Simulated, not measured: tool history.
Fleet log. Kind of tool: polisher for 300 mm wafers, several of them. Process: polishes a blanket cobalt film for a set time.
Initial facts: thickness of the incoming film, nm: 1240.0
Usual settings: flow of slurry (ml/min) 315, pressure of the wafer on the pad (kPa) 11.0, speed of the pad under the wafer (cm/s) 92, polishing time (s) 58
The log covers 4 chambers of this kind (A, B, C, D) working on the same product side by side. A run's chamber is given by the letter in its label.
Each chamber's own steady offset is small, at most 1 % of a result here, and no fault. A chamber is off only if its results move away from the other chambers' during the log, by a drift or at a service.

run,hour,flow of slurry (ml/min),pressure of the wafer on the pad (kPa),speed of the pad under the wafer (cm/s),polishing time (s),film removed (Å)
1C,5.4,315,11.0,92,58,2138.1
2A,10.3,315,11.0,92,58,2125.1
# hour 11.1: chamber B: worn pad replaced by a new one
3D,13.3,315,11.0,92,58,2159.4
4B,17.8,315,11.0,92,58,2171.0
# hour 20.6: chamber B: slurry nozzle cleaned
5B,22.7,315,11.0,92,58,2202.7
6A,27.7,315,11.0,92,58,2110.2
7C,30.4,315,11.0,92,58,2096.0
8D,35.9,235,11.0,92,45,1629.1
# hour 37.7: chamber D: worn pad replaced by a new one
9D,41.3,235,11.0,92,45,1562.9
# hour 41.9: chamber C: worn pad replaced by a new one
10B,46.8,235,11.0,92,45,1670.3
11C,51.5,235,11.0,92,45,1622.9
12A,54.2,315,11.0,92,58,2147.7
13D,59.0,315,11.0,92,58,2161.9
# hour 61.5: chamber C: head pressure recalibrated
14B,64.5,315,11.0,92,58,2260.9
15A,67.1,315,11.0,92,58,2128.5
16C,71.0,315,11.0,92,58,2126.1
17A,74.3,315,11.0,92,58,2132.4
18D,78.7,315,11.0,92,58,2123.9
19B,82.3,315,11.0,92,58,2261.8
20C,86.8,315,11.0,92,58,2112.1
21B,91.7,315,11.0,92,58,2299.9
22C,96.7,385,11.0,92,58,2169.3
23D,101.7,385,11.0,92,58,2177.6
24A,105.1,385,11.0,92,58,2178.7

Read the log: is a single chamber off, either drifting away or since a service, is the gauge that measures every chamber drifting, or is nothing wrong beyond small per-chamber offsets? Name any odd chamber and what most likely caused it.

Little by little, chamber B moves away from the other chambers.
Most likely cause: head's pressure above its setpoint, % = 7.24.

Chamber B could run next with any of the 4 candidate recipes listed below; each alters the usual settings, and their results appear as question marks. Which one brings its results back in line with what the other chambers deliver on the usual settings?
Allowed miss from the other chambers' usual-settings mean, per result, to count as in line: film removed (Å) 85.0
25B-1,109.2,315,11.0,88,56,?
25B-2,109.2,315,11.7,92,60,?
25B-3,109.2,315,11.7,96,61,?
25B-4,109.2,315,10.3,88,55,?

What the other chambers average on the usual settings: film removed (Å) 2135.0
run,film removed (Å)
25B-1,2118.3
25B-2,2518.0
25B-3,2670.5
25B-4,1952.4
Change 25B-1 lands the chamber within the allowed miss of the other chambers.

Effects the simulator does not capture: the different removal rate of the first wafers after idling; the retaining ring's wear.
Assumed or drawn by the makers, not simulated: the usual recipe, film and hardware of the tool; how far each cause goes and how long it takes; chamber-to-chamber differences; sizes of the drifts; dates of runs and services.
